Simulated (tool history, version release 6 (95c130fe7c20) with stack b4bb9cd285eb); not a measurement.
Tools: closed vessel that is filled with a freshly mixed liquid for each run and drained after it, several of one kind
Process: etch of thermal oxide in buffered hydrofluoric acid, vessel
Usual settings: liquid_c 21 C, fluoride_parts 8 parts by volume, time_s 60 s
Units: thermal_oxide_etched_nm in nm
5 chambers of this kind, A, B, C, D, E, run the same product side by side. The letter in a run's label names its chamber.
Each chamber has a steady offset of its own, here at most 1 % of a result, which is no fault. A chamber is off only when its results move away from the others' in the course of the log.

| run | hour | liquid_c | fluoride_parts | time_s | read-back film thickness of the thermal oxide reference wafer, read on the same gauge (nm) | thermal_oxide_etched_nm |
|---|---|---|---|---|---|---|
| 1D | 9.2 | 21 | 8 | 60 | 40.004 | 72.237 |
| 2B | 15.6 | 21 | 8 | 60 | 40.01 | 70.856 |
| 3E | 21.6 | 21 | 8 | 60 | 39.991 | 71.184 |
| 4C | 29.3 | 21 | 8 | 60 | 40.007 | 71.898 |
| 5A | 37.7 | 21 | 8 | 60 | 40.007 | 71.378 |
| 6B | 44.5 | 21 | 8 | 60 | 39.998 | 71.632 |
| 7D | 51.4 | 21 | 8 | 60 | 39.998 | 70.885 |
| 8A | 57.8 | 21 | 8 | 60 | 40.008 | 71.586 |
| 9C | 66.1 | 21 | 8 | 60 | 40.001 | 70.545 |
| 10E | 71.1 | 25 | 9.5 | 60 | 39.998 | 75.561 |
| 11E | 79.2 | 25 | 9.5 | 60 | 40.002 | 75.512 |
| 12C | 85.3 | 25 | 9.5 | 60 | 40.019 | 76.532 |
| 13B | 94.5 | 25 | 9.5 | 60 | 39.994 | 74.885 |
| 14A | 101.2 | 25 | 9.5 | 60 | 40.011 | 75.803 |
| 15D | 109.7 | 21 | 8 | 60 | 40.011 | 68.011 |
| 16E | 116.7 | 21 | 8 | 60 | 40.008 | 70.888 |
| 17B | 121.2 | 21 | 8 | 60 | 40.002 | 71.308 |
| 18A | 130.6 | 21 | 8 | 60 | 39.988 | 71.616 |
| 19C | 135.8 | 21 | 8 | 40 | 39.998 | 47.049 |
| 20D | 143.1 | 21 | 8 | 40 | 40 | 44.536 |
| 21B | 151.3 | 21 | 8 | 40 | 40.011 | 47.427 |
| 22E | 156.6 | 21 | 8 | 40 | 39.994 | 46.876 |
| 23D | 163.5 | 21 | 8 | 40 | 39.999 | 44.948 |
| 24A | 172.5 | 21 | 8 | 60 | 40.01 | 72.122 |
| 25C | 179.9 | 21 | 9 | 45 | 39.995 | 46.782 |
|  | 181.3 | chamber C: thermometer replaced |
| 26E | 189 | 21 | 9 | 45 | 40 | 47.149 |
| 27D | 198.7 | 21 | 9 | 45 | 40.001 | 42.984 |
| 28C | 203.2 | 21 | 9 | 45 | 40.004 | 47.486 |
|  | 204.6 | chamber D: hydrofluoric acid flow meter replaced |
| 29B | 212.7 | 21 | 9 | 45 | 40 | 47.387 |
| 30A | 217 | 21 | 8 | 60 | 39.998 | 70.86 |
| 31D | 222.8 | 21 | 8 | 60 | 39.978 | 66.492 |
| 32E | 230.1 | 21 | 8 | 60 | 39.986 | 71.788 |

What goes on in this fleet: one chamber off, a drifting gauge, or nothing beyond the chambers' own small offsets? Name the chamber and the cause, if any.

Chamber D drifts away from the others.
Cause: liquid colder than its thermometer reads (K) = 1.54.

Here are 4 candidates for chamber D's next run, each the usual settings with a change, their results left as question marks. Which one brings its results back in line with what the others give on the usual settings?
In line means no further than this from the other chambers' mean on the usual settings: thermal_oxide_etched_nm 2 nm
| 33D-1 | 237.1 | 20.5 | 8.5 | 60 |  | ? |
| 33D-2 | 237.1 | 21 | 8 | 65 |  | ? |
| 33D-3 | 237.1 | 20.5 | 8 | 60 |  | ? |
| 33D-4 | 237.1 | 21.5 | 8 | 60 |  | ? |

The other chambers' mean on the usual settings: thermal_oxide_etched_nm 71.259 nm
| run | thermal_oxide_etched_nm |
|---|---|
| 33D-1 | 59.596 |
| 33D-2 | 70.92 |
| 33D-3 | 63.65 |
| 33D-4 | 67.363 |
33D-2 brings the chamber back in line.

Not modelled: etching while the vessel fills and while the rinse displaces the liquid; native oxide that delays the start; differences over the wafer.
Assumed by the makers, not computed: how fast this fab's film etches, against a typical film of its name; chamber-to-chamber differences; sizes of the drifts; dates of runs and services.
